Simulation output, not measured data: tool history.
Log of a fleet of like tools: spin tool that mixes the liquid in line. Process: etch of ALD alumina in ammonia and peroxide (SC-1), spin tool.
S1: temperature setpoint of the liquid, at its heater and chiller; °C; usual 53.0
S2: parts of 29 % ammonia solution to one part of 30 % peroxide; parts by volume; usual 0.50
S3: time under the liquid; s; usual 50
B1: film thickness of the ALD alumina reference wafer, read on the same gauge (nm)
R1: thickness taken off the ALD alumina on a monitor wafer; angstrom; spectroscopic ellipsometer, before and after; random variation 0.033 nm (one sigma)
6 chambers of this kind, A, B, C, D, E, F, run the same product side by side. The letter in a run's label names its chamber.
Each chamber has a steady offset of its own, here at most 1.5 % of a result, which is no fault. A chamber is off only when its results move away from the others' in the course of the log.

run,hour,S1,S2,S3,B1,R1
1E,10.5,53.0,0.50,50,109.99,50.636
# hour 19.2: chamber E: new drum of ammonia solution connected
2F,21.2,53.0,0.50,50,110.02,51.308
3B,28.5,53.0,0.50,50,110.00,51.277
4A,35.7,53.0,0.50,50,109.99,50.633
5C,44.9,53.0,0.50,50,109.97,49.987
6D,54.0,53.0,0.50,50,109.99,51.121
7B,59.3,53.0,0.50,50,110.03,50.571
8F,68.7,53.0,0.50,50,110.00,51.554
9A,74.6,53.0,0.50,50,110.02,50.677
10D,80.8,53.0,0.50,50,109.97,50.659
11E,87.8,53.0,0.50,50,110.01,51.750
12C,97.5,53.0,0.50,50,109.97,50.400
# hour 109.1: chamber C: new drum of ammonia solution connected
13B,109.1,53.0,0.50,50,109.97,51.083
14D,116.9,53.0,0.50,50,110.03,51.076
15F,128.0,53.0,0.50,50,110.02,51.218
16E,139.4,53.0,0.50,50,110.00,51.122
17C,147.7,53.0,0.50,50,110.00,50.960
# hour 154.2: chamber C: heated supply line repaired
18A,159.3,44.0,0.50,25,109.95,15.247
19A,168.9,44.0,0.50,25,109.99,15.111
20D,177.9,44.0,0.50,25,109.95,15.203
21F,188.2,44.0,0.50,25,109.99,15.433
22B,194.8,44.0,0.50,25,110.00,15.342
23E,201.6,44.0,0.50,25,109.97,15.270
24C,211.6,53.0,0.50,50,110.03,50.125
25F,223.8,53.0,0.50,50,110.00,51.348
26C,231.7,53.0,0.50,50,109.99,50.796
# hour 236.8: chamber B: new drum of ammonia solution connected
27E,237.4,53.0,0.50,50,109.96,50.653
# hour 241.4: chamber F: new drum of ammonia solution connected
28A,243.4,53.0,0.50,50,109.96,49.922
29D,255.5,53.0,0.35,50,110.04,49.392
30B,262.5,53.0,0.35,50,109.99,49.763
31C,269.6,53.0,0.35,50,110.00,49.234
32E,278.5,53.0,0.35,50,109.95,48.987
33F,286.8,53.0,0.35,50,109.95,49.280
34A,297.2,53.0,0.35,50,109.99,47.787
35B,308.5,47.5,0.50,60,109.99,45.946
36D,315.2,47.5,0.50,60,110.00,44.912
37E,326.8,47.5,0.50,60,110.02,44.900
38F,334.5,47.5,0.50,60,109.97,45.493
39B,344.1,47.5,0.50,60,110.05,45.419
40C,355.9,47.5,0.50,60,110.03,44.645
41A,368.2,53.0,0.50,50,109.96,49.228
42D,380.3,53.0,0.50,50,110.03,50.927
43E,391.0,46.0,0.50,75,109.99,51.473

Next, every chamber runs the same settings. What will each give?
44A,399.8,53.0,0.50,50,,?
44B,399.8,53.0,0.50,50,,?
44C,399.8,53.0,0.50,50,,?
44D,399.8,53.0,0.50,50,,?
44E,399.8,53.0,0.50,50,,?
44F,399.8,53.0,0.50,50,,?

run,R1
44A,48.809
44B,50.908
44C,50.043
44D,50.851
44E,50.675
44F,51.378
